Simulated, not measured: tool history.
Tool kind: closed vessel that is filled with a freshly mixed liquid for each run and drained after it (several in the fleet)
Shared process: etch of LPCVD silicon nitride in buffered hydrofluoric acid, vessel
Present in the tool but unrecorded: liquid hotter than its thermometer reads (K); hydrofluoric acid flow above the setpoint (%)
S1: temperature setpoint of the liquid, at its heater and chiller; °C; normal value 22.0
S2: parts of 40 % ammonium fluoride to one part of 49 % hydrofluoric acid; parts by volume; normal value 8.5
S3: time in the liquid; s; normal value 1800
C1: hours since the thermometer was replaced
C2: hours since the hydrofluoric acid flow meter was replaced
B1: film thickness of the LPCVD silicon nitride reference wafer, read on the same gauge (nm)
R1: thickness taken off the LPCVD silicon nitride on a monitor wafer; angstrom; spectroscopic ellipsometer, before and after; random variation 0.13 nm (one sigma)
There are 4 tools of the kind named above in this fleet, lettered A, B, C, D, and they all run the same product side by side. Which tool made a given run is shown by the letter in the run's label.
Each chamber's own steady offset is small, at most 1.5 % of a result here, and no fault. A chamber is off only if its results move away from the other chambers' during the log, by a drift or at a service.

run,hour,S1,S2,S3,C1,C2,B1,R1
1A,3.2,22.0,8.5,1800,821.1,57.3,120.02,256.12
2D,7.0,22.0,8.5,1800,641.8,398.7,119.99,256.38
3B,10.0,22.0,8.5,1800,90.9,1226.8,120.01,251.24
4C,12.7,22.0,8.5,1800,1230.3,362.1,119.99,249.74
5A,16.0,22.0,8.5,1800,833.9,70.1,120.01,253.22
6C,19.8,22.0,8.5,1800,1237.4,369.2,120.02,247.56
7B,23.4,22.0,8.5,1800,104.3,1240.2,119.98,252.17
8D,25.8,22.0,8.5,1800,660.6,417.5,120.01,257.35
9B,28.9,22.0,8.5,1800,109.8,1245.7,120.01,253.33
10C,33.9,22.0,8.5,1800,1251.5,383.3,119.98,248.19
11A,37.1,22.0,8.5,1800,855.0,91.2,119.99,253.13
12D,42.3,22.0,8.5,1800,677.1,434.0,120.01,264.83
13B,46.6,22.0,8.5,1800,127.5,1263.4,119.99,251.14
14C,51.8,22.0,8.5,1480,1269.4,401.2,119.99,205.88
15D,55.8,22.0,8.5,1480,690.6,447.5,120.01,220.61
16A,59.2,22.0,8.5,1480,877.1,113.3,120.02,208.16
17B,61.6,22.0,8.5,1480,142.5,1278.4,119.97,206.92
18D,65.3,24.5,6.0,1800,700.1,457.0,120.01,432.72
19A,67.9,24.5,6.0,1800,885.8,122.0,120.02,409.08
20C,71.3,24.5,6.0,1800,1288.9,420.7,119.99,408.40
21A,76.4,24.5,6.0,1800,894.3,130.5,120.00,409.00
22B,78.9,22.0,8.5,1800,159.8,1295.7,119.98,252.18
23C,82.0,22.0,8.5,1800,1299.6,431.4,120.02,251.00
24D,85.4,22.0,8.5,1800,720.2,477.1,119.99,271.06

Read the log: is a single chamber off, either drifting away or since a service, is the gauge that measures every chamber drifting, or is nothing wrong beyond small per-chamber offsets? Name any odd chamber and what most likely caused it.

It is chamber D that slowly wanders off from its peers.
Most likely cause: liquid hotter than its thermometer reads (K) = 1.31.
Not necessarily distinguishable in this log from: hydrofluoric acid flow above the setpoint (%).

Chamber D could run next with any of the 4 candidate recipes listed below; each alters the usual settings, and their results appear as question marks. Which one brings its results back in line with what the other chambers deliver on the usual settings?
A result is in line if it is within this distance of the other chambers' mean on the usual settings: R1 4.50 angstrom
25D-1,89.2,23.5,8.5,1800,,,,?
25D-2,89.2,20.5,8.5,1800,,,,?
25D-3,89.2,22.5,8.5,2020,,,,?
25D-4,89.2,22.0,9.0,1640,,,,?

Average result of the remaining chambers running the usual settings: R1 252.20 angstrom
run,R1
25D-1,295.24
25D-2,249.98
25D-3,313.62
25D-4,232.66
Change 25D-2 lands the chamber within the allowed miss of the other chambers.

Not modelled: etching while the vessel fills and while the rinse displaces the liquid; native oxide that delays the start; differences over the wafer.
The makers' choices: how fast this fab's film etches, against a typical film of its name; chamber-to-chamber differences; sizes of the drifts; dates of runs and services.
